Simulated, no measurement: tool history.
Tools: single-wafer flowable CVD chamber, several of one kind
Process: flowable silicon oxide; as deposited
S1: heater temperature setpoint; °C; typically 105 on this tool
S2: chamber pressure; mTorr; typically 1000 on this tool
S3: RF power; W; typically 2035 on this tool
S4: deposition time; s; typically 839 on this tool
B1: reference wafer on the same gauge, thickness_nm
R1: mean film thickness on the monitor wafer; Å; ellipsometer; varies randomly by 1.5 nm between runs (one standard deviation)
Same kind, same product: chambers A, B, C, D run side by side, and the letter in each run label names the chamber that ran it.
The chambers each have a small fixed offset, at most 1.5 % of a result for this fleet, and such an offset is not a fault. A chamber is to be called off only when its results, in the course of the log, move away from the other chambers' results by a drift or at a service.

run,hour,S1,S2,S3,S4,B1,R1
1C,8.2,105,1000,2035,839,673.10,5717.3
2A,16.1,105,1000,2035,839,672.93,5759.8
3B,24.8,105,1000,2035,839,672.94,5671.1
4D,30.6,105,1000,2035,839,673.00,5764.9
5A,38.7,105,1000,2035,839,673.22,5766.2
6D,48.4,105,1000,2035,839,673.24,5764.8
7B,56.1,105,1130,2265,839,673.13,6690.4
8C,67.0,105,1130,2265,839,672.85,6760.5
9B,73.4,105,1130,2265,839,673.12,6669.6
10A,79.9,105,1130,2265,839,672.89,6780.3
11D,88.1,105,1000,2035,839,672.98,5811.9
12C,98.2,105,1000,2035,839,673.19,5717.9
13C,106.1,105,1000,2035,839,672.91,5760.1
14A,117.6,105,1000,2035,839,673.32,5795.1
15D,125.7,105,1000,2035,839,672.89,5789.6
16B,133.3,105,1000,2035,839,672.78,5671.5
17D,139.9,105,1000,2235,776,672.57,5445.3
18C,148.3,105,1000,2235,776,672.81,5391.0
19A,159.7,105,1000,2235,776,672.88,5453.3
# hour 171.6: chamber C: capacitance manometer re-zeroed and calibrated
20B,171.8,105,1000,2235,776,673.03,5376.7
21B,178.9,105,1000,2035,839,673.05,5696.3
22D,187.8,105,1000,2035,839,672.83,5774.6
23C,199.3,105,1000,2035,839,673.07,5710.9
# hour 207.6: chamber D: thermocouple changed; heater temperature recalibrated
24A,209.0,105,1000,2035,839,673.11,5871.9
25B,220.4,105,1000,2035,839,673.49,5706.0
26D,228.5,105,1000,2035,839,672.94,5788.9

Decide between three cases: one chamber stands off from its peers, the gauge reading all wafers drifts, or nothing is wrong past each chamber's small offset. Where a chamber is off, say which and what most likely put it there.

It is chamber A that slowly wanders off from its peers.
Likeliest cause: true pressure above the setpoint (%) = 1.8.
From this log alone, it may not be told apart from: wafer temperature below the value expected at the setpoint (K).

Below are 4 candidate recipes for chamber A's next run, each the usual settings with a change, their results shown as question marks. Which of them brings A's results back in line with what the other chambers give on the usual settings?
Maximum distance from the other chambers' mean on the usual settings for a result to count as in line: R1 51.0 Å
27A-1,237.4,105,990,2035,839,,?
27A-2,237.4,105,1010,2035,839,,?
27A-3,237.4,105,1020,2040,839,,?
27A-4,237.4,105,1000,2025,817,,?

The mean the other chambers reach with the usual settings: R1 5732.7 Å
run,R1
27A-1,5823.8
27A-2,5968.3
27A-3,6043.5
27A-4,5736.0
The right change is 27A-4: it brings the chamber back within the allowed miss of the others.
